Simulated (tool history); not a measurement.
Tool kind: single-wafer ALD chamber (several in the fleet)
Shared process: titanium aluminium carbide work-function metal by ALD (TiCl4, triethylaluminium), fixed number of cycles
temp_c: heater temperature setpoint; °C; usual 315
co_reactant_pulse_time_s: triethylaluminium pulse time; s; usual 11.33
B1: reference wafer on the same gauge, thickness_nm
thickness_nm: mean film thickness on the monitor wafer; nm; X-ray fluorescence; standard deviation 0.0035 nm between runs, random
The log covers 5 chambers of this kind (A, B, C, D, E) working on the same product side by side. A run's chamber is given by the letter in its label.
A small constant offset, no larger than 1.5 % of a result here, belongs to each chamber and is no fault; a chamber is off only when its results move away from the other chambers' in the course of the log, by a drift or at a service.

{"run": "1A", "hour": 3.1, "temp_c": 315, "co_reactant_pulse_time_s": 11.33, "B1": 1.9698, "thickness_nm": 2.1603}
{"hour": 4.4, "done": "chamber B: thermocouple changed; heater temperature recalibrated"}
{"run": "2E", "hour": 6.6, "temp_c": 315, "co_reactant_pulse_time_s": 11.33, "B1": 1.9694, "thickness_nm": 2.1529}
{"run": "3C", "hour": 8.8, "temp_c": 315, "co_reactant_pulse_time_s": 11.33, "B1": 1.9694, "thickness_nm": 2.1372}
{"run": "4B", "hour": 12.9, "temp_c": 315, "co_reactant_pulse_time_s": 11.33, "B1": 1.9684, "thickness_nm": 2.1622}
{"run": "5D", "hour": 15.4, "temp_c": 315, "co_reactant_pulse_time_s": 11.33, "B1": 1.9677, "thickness_nm": 2.1361}
{"run": "6C", "hour": 18.4, "temp_c": 315, "co_reactant_pulse_time_s": 11.33, "B1": 1.9682, "thickness_nm": 2.1399}
{"run": "7B", "hour": 22.6, "temp_c": 315, "co_reactant_pulse_time_s": 11.33, "B1": 1.9677, "thickness_nm": 2.1588}
{"run": "8D", "hour": 24.9, "temp_c": 315, "co_reactant_pulse_time_s": 11.33, "B1": 1.9678, "thickness_nm": 2.1317}
{"run": "9E", "hour": 27.1, "temp_c": 315, "co_reactant_pulse_time_s": 11.33, "B1": 1.9676, "thickness_nm": 2.153}
{"run": "10A", "hour": 29.9, "temp_c": 315, "co_reactant_pulse_time_s": 11.33, "B1": 1.9676, "thickness_nm": 2.1543}
{"run": "11B", "hour": 33.8, "temp_c": 315, "co_reactant_pulse_time_s": 11.33, "B1": 1.9673, "thickness_nm": 2.1586}
{"run": "12C", "hour": 37.3, "temp_c": 315, "co_reactant_pulse_time_s": 11.33, "B1": 1.9657, "thickness_nm": 2.1434}
{"run": "13D", "hour": 39.8, "temp_c": 315, "co_reactant_pulse_time_s": 11.33, "B1": 1.9662, "thickness_nm": 2.1329}
{"run": "14E", "hour": 42.8, "temp_c": 315, "co_reactant_pulse_time_s": 11.33, "B1": 1.9653, "thickness_nm": 2.1471}
{"run": "15A", "hour": 45.7, "temp_c": 315, "co_reactant_pulse_time_s": 11.33, "B1": 1.9648, "thickness_nm": 2.1536}
{"run": "16D", "hour": 49.7, "temp_c": 315, "co_reactant_pulse_time_s": 13.98, "B1": 1.9649, "thickness_nm": 2.1495}
{"run": "17C", "hour": 52.6, "temp_c": 315, "co_reactant_pulse_time_s": 13.98, "B1": 1.9638, "thickness_nm": 2.165}
{"run": "18A", "hour": 56.2, "temp_c": 315, "co_reactant_pulse_time_s": 13.98, "B1": 1.9639, "thickness_nm": 2.1806}
{"run": "19E", "hour": 58.9, "temp_c": 315, "co_reactant_pulse_time_s": 13.98, "B1": 1.9644, "thickness_nm": 2.1746}
{"run": "20B", "hour": 62.7, "temp_c": 315, "co_reactant_pulse_time_s": 13.98, "B1": 1.964, "thickness_nm": 2.1866}
{"run": "21A", "hour": 65.5, "temp_c": 315, "co_reactant_pulse_time_s": 11.33, "B1": 1.9641, "thickness_nm": 2.1546}
{"run": "22D", "hour": 69.1, "temp_c": 315, "co_reactant_pulse_time_s": 11.33, "B1": 1.9621, "thickness_nm": 2.1264}
{"run": "23C", "hour": 73.5, "temp_c": 315, "co_reactant_pulse_time_s": 11.33, "B1": 1.9629, "thickness_nm": 2.1347}
{"run": "24B", "hour": 76.5, "temp_c": 315, "co_reactant_pulse_time_s": 11.33, "B1": 1.9616, "thickness_nm": 2.1577}
{"run": "25E", "hour": 79.6, "temp_c": 315, "co_reactant_pulse_time_s": 11.33, "B1": 1.963, "thickness_nm": 2.1442}
{"run": "26E", "hour": 82.0, "temp_c": 315, "co_reactant_pulse_time_s": 11.33, "B1": 1.9615, "thickness_nm": 2.1429}
{"run": "27B", "hour": 84.3, "temp_c": 315, "co_reactant_pulse_time_s": 11.33, "B1": 1.9614, "thickness_nm": 2.1536}
{"run": "28C", "hour": 88.3, "temp_c": 315, "co_reactant_pulse_time_s": 11.33, "B1": 1.9612, "thickness_nm": 2.1328}
{"run": "29A", "hour": 91.2, "temp_c": 315, "co_reactant_pulse_time_s": 11.33, "B1": 1.9605, "thickness_nm": 2.1518}
{"run": "30D", "hour": 95.8, "temp_c": 315, "co_reactant_pulse_time_s": 11.33, "B1": 1.9603, "thickness_nm": 2.1256}
{"run": "31D", "hour": 98.2, "temp_c": 315, "co_reactant_pulse_time_s": 11.33, "B1": 1.9598, "thickness_nm": 2.1211}
{"run": "32A", "hour": 102.6, "temp_c": 315, "co_reactant_pulse_time_s": 11.33, "B1": 1.9595, "thickness_nm": 2.1491}
{"run": "33C", "hour": 104.8, "temp_c": 315, "co_reactant_pulse_time_s": 7.34, "B1": 1.9603, "thickness_nm": 2.004}
{"run": "34B", "hour": 108.8, "temp_c": 315, "co_reactant_pulse_time_s": 7.34, "B1": 1.9602, "thickness_nm": 2.0224}
{"run": "35E", "hour": 113.3, "temp_c": 315, "co_reactant_pulse_time_s": 7.34, "B1": 1.9591, "thickness_nm": 2.0207}
{"run": "36E", "hour": 117.9, "temp_c": 315, "co_reactant_pulse_time_s": 7.34, "B1": 1.9587, "thickness_nm": 2.0214}
{"run": "37C", "hour": 120.7, "temp_c": 315, "co_reactant_pulse_time_s": 7.34, "B1": 1.959, "thickness_nm": 2.0087}
{"run": "38B", "hour": 125.2, "temp_c": 315, "co_reactant_pulse_time_s": 11.33, "B1": 1.9575, "thickness_nm": 2.152}
{"run": "39A", "hour": 129.3, "temp_c": 315, "co_reactant_pulse_time_s": 11.33, "B1": 1.957, "thickness_nm": 2.1537}

All chambers now run identical settings, listed one chamber a line with results as question marks. What results will each chamber show?
{"run": "40A", "hour": 132.7, "temp_c": 328, "co_reactant_pulse_time_s": 11.33, "thickness_nm": "?"}
{"run": "40B", "hour": 132.7, "temp_c": 328, "co_reactant_pulse_time_s": 11.33, "thickness_nm": "?"}
{"run": "40C", "hour": 132.7, "temp_c": 328, "co_reactant_pulse_time_s": 11.33, "thickness_nm": "?"}
{"run": "40D", "hour": 132.7, "temp_c": 328, "co_reactant_pulse_time_s": 11.33, "thickness_nm": "?"}
{"run": "40E", "hour": 132.7, "temp_c": 328, "co_reactant_pulse_time_s": 11.33, "thickness_nm": "?"}

run=40A thickness_nm=2.2643
run=40B thickness_nm=2.2671
run=40C thickness_nm=2.2389
run=40D thickness_nm=2.2349
run=40E thickness_nm=2.2549
